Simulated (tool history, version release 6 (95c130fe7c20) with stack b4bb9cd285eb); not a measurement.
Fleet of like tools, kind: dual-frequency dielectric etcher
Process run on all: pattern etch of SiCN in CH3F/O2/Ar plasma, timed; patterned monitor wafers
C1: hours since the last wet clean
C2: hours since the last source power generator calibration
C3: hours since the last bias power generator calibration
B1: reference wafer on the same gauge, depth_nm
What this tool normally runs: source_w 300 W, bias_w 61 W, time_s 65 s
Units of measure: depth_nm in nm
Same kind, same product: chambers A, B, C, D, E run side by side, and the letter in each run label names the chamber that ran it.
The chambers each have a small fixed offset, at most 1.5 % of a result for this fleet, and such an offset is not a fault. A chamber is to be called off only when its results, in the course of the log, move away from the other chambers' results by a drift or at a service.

{"run": "1A", "hour": 7.4, "source_w": 300, "bias_w": 61, "time_s": 65, "C1": 382.9, "C2": 2112.1, "C3": 230, "B1": 22.206, "depth_nm": 20.467}
{"run": "2C", "hour": 14.4, "source_w": 300, "bias_w": 61, "time_s": 65, "C1": 167.5, "C2": 637.1, "C3": 1427.3, "B1": 22.212, "depth_nm": 20.731}
{"run": "3D", "hour": 20.1, "source_w": 300, "bias_w": 61, "time_s": 65, "C1": 377.1, "C2": 793.5, "C3": 1713.7, "B1": 22.245, "depth_nm": 20.571}
{"run": "4E", "hour": 25.2, "source_w": 300, "bias_w": 61, "time_s": 65, "C1": 86.1, "C2": 382.4, "C3": 1803.9, "B1": 22.213, "depth_nm": 20.755}
{"run": "5B", "hour": 29.1, "source_w": 300, "bias_w": 61, "time_s": 65, "C1": 64.7, "C2": 2162.1, "C3": 279.2, "B1": 22.19, "depth_nm": 20.536}
{"run": "6E", "hour": 35.6, "source_w": 300, "bias_w": 61, "time_s": 65, "C1": 96.5, "C2": 392.8, "C3": 1814.3, "B1": 22.195, "depth_nm": 20.661}
{"run": "7A", "hour": 42.7, "source_w": 300, "bias_w": 61, "time_s": 65, "C1": 418.2, "C2": 2147.4, "C3": 265.3, "B1": 22.202, "depth_nm": 20.559}
{"run": "8D", "hour": 46.7, "source_w": 300, "bias_w": 61, "time_s": 65, "C1": 403.7, "C2": 820.1, "C3": 1740.3, "B1": 22.223, "depth_nm": 20.701}
{"run": "9B", "hour": 50.3, "source_w": 300, "bias_w": 61, "time_s": 65, "C1": 85.9, "C2": 2183.3, "C3": 300.4, "B1": 22.167, "depth_nm": 20.504}
{"run": "10C", "hour": 54.5, "source_w": 300, "bias_w": 61, "time_s": 65, "C1": 207.6, "C2": 677.2, "C3": 1467.4, "B1": 22.178, "depth_nm": 21.103}
{"run": "11D", "hour": 59.8, "source_w": 280, "bias_w": 61, "time_s": 65, "C1": 416.8, "C2": 833.2, "C3": 1753.4, "B1": 22.193, "depth_nm": 20.299}
{"run": "12A", "hour": 64.6, "source_w": 280, "bias_w": 61, "time_s": 65, "C1": 440.1, "C2": 2169.3, "C3": 287.2, "B1": 22.212, "depth_nm": 19.997}
{"run": "13E", "hour": 71.9, "source_w": 280, "bias_w": 61, "time_s": 65, "C1": 132.8, "C2": 429.1, "C3": 1850.6, "B1": 22.197, "depth_nm": 20.197}
{"run": "14C", "hour": 76.5, "source_w": 280, "bias_w": 61, "time_s": 65, "C1": 229.6, "C2": 699.2, "C3": 1489.4, "B1": 22.176, "depth_nm": 20.479}
{"hour": 77.8, "done": "chamber A: wet clean of the chamber"}
{"run": "15B", "hour": 82.8, "source_w": 280, "bias_w": 61, "time_s": 65, "C1": 118.4, "C2": 2215.8, "C3": 332.9, "B1": 22.189, "depth_nm": 19.835}
{"run": "16E", "hour": 89.7, "source_w": 300, "bias_w": 61, "time_s": 65, "C1": 150.6, "C2": 446.9, "C3": 1868.4, "B1": 22.198, "depth_nm": 20.532}
{"run": "17B", "hour": 94.0, "source_w": 300, "bias_w": 61, "time_s": 65, "C1": 129.6, "C2": 2227, "C3": 344.1, "B1": 22.17, "depth_nm": 20.478}
{"run": "18A", "hour": 99.1, "source_w": 300, "bias_w": 61, "time_s": 65, "C1": 21.4, "C2": 2203.8, "C3": 321.7, "B1": 22.205, "depth_nm": 21.346}
{"run": "19D", "hour": 106.7, "source_w": 300, "bias_w": 61, "time_s": 65, "C1": 463.7, "C2": 880.1, "C3": 1800.3, "B1": 22.222, "depth_nm": 20.731}
{"run": "20C", "hour": 110.3, "source_w": 300, "bias_w": 61, "time_s": 78, "C1": 263.4, "C2": 733, "C3": 1523.2, "B1": 22.181, "depth_nm": 25.1}
{"run": "21B", "hour": 115.2, "source_w": 300, "bias_w": 61, "time_s": 78, "C1": 150.8, "C2": 2248.2, "C3": 365.3, "B1": 22.2, "depth_nm": 24.514}
{"run": "22D", "hour": 119.0, "source_w": 300, "bias_w": 61, "time_s": 78, "C1": 476, "C2": 892.4, "C3": 1812.6, "B1": 22.184, "depth_nm": 24.842}
{"run": "23C", "hour": 125.9, "source_w": 300, "bias_w": 61, "time_s": 78, "C1": 279, "C2": 748.6, "C3": 1538.8, "B1": 22.187, "depth_nm": 24.977}
{"run": "24A", "hour": 133.5, "source_w": 300, "bias_w": 61, "time_s": 78, "C1": 55.8, "C2": 2238.2, "C3": 356.1, "B1": 22.203, "depth_nm": 25.871}
{"run": "25E", "hour": 138.2, "source_w": 300, "bias_w": 61, "time_s": 65, "C1": 199.1, "C2": 495.4, "C3": 1916.9, "B1": 22.189, "depth_nm": 20.613}
{"run": "26B", "hour": 145.2, "source_w": 300, "bias_w": 61, "time_s": 65, "C1": 180.8, "C2": 2278.2, "C3": 395.3, "B1": 22.182, "depth_nm": 20.472}
{"run": "27D", "hour": 148.7, "source_w": 300, "bias_w": 61, "time_s": 65, "C1": 505.7, "C2": 922.1, "C3": 1842.3, "B1": 22.181, "depth_nm": 20.707}
{"run": "28A", "hour": 152.2, "source_w": 300, "bias_w": 61, "time_s": 65, "C1": 74.5, "C2": 2256.9, "C3": 374.8, "B1": 22.163, "depth_nm": 21.407}
{"run": "29E", "hour": 155.5, "source_w": 300, "bias_w": 61, "time_s": 65, "C1": 216.4, "C2": 512.7, "C3": 1934.2, "B1": 22.19, "depth_nm": 20.677}
{"run": "30C", "hour": 159.2, "source_w": 300, "bias_w": 61, "time_s": 65, "C1": 312.3, "C2": 781.9, "C3": 1572.1, "B1": 22.222, "depth_nm": 20.664}
{"hour": 162.1, "done": "chamber D: wet clean of the chamber"}
{"run": "31B", "hour": 164.6, "source_w": 300, "bias_w": 61, "time_s": 65, "C1": 200.2, "C2": 2297.6, "C3": 414.7, "B1": 22.185, "depth_nm": 20.496}
{"run": "32C", "hour": 169.7, "source_w": 300, "bias_w": 61, "time_s": 65, "C1": 322.8, "C2": 792.4, "C3": 1582.6, "B1": 22.183, "depth_nm": 20.768}
{"run": "33E", "hour": 174.3, "source_w": 300, "bias_w": 61, "time_s": 65, "C1": 235.2, "C2": 531.5, "C3": 1953, "B1": 22.193, "depth_nm": 20.722}
{"run": "34D", "hour": 178.4, "source_w": 300, "bias_w": 61, "time_s": 65, "C1": 16.4, "C2": 951.8, "C3": 1872, "B1": 22.235, "depth_nm": 20.408}
{"run": "35A", "hour": 182.6, "source_w": 300, "bias_w": 61, "time_s": 65, "C1": 104.9, "C2": 2287.3, "C3": 405.2, "B1": 22.219, "depth_nm": 21.246}
{"run": "36A", "hour": 186.1, "source_w": 300, "bias_w": 61, "time_s": 65, "C1": 108.4, "C2": 2290.8, "C3": 408.7, "B1": 22.185, "depth_nm": 21.396}
{"run": "37E", "hour": 193.2, "source_w": 220, "bias_w": 51, "time_s": 65, "C1": 254.1, "C2": 550.4, "C3": 1971.9, "B1": 22.193, "depth_nm": 17.602}
{"run": "38B", "hour": 199.9, "source_w": 220, "bias_w": 51, "time_s": 65, "C1": 235.5, "C2": 2332.9, "C3": 450, "B1": 22.18, "depth_nm": 17.082}
{"run": "39C", "hour": 204.7, "source_w": 220, "bias_w": 51, "time_s": 65, "C1": 357.8, "C2": 827.4, "C3": 1617.6, "B1": 22.177, "depth_nm": 17.472}
{"run": "40D", "hour": 212.3, "source_w": 220, "bias_w": 51, "time_s": 65, "C1": 50.3, "C2": 985.7, "C3": 1905.9, "B1": 22.208, "depth_nm": 17.331}
{"run": "41E", "hour": 216.8, "source_w": 220, "bias_w": 51, "time_s": 65, "C1": 277.7, "C2": 574, "C3": 1995.5, "B1": 22.174, "depth_nm": 17.375}
{"run": "42A", "hour": 223.9, "source_w": 300, "bias_w": 61, "time_s": 65, "C1": 146.2, "C2": 2328.6, "C3": 446.5, "B1": 22.198, "depth_nm": 21.285}
{"run": "43C", "hour": 228.7, "source_w": 300, "bias_w": 61, "time_s": 65, "C1": 381.8, "C2": 851.4, "C3": 1641.6, "B1": 22.218, "depth_nm": 20.694}
{"run": "44D", "hour": 234.6, "source_w": 380, "bias_w": 61, "time_s": 47.5, "C1": 72.6, "C2": 1008, "C3": 1928.2, "B1": 22.207, "depth_nm": 16.476}

All chambers now run identical settings, listed one chamber a line with results as question marks. What results will each chamber show?
{"run": "45A", "hour": 240.0, "source_w": 300, "bias_w": 61, "time_s": 65, "depth_nm": "?"}
{"run": "45B", "hour": 240.0, "source_w": 300, "bias_w": 61, "time_s": 65, "depth_nm": "?"}
{"run": "45C", "hour": 240.0, "source_w": 300, "bias_w": 61, "time_s": 65, "depth_nm": "?"}
{"run": "45D", "hour": 240.0, "source_w": 300, "bias_w": 61, "time_s": 65, "depth_nm": "?"}
{"run": "45E", "hour": 240.0, "source_w": 300, "bias_w": 61, "time_s": 65, "depth_nm": "?"}

run=45A depth_nm=21.324
run=45B depth_nm=20.463
run=45C depth_nm=20.874
run=45D depth_nm=20.595
run=45E depth_nm=20.672
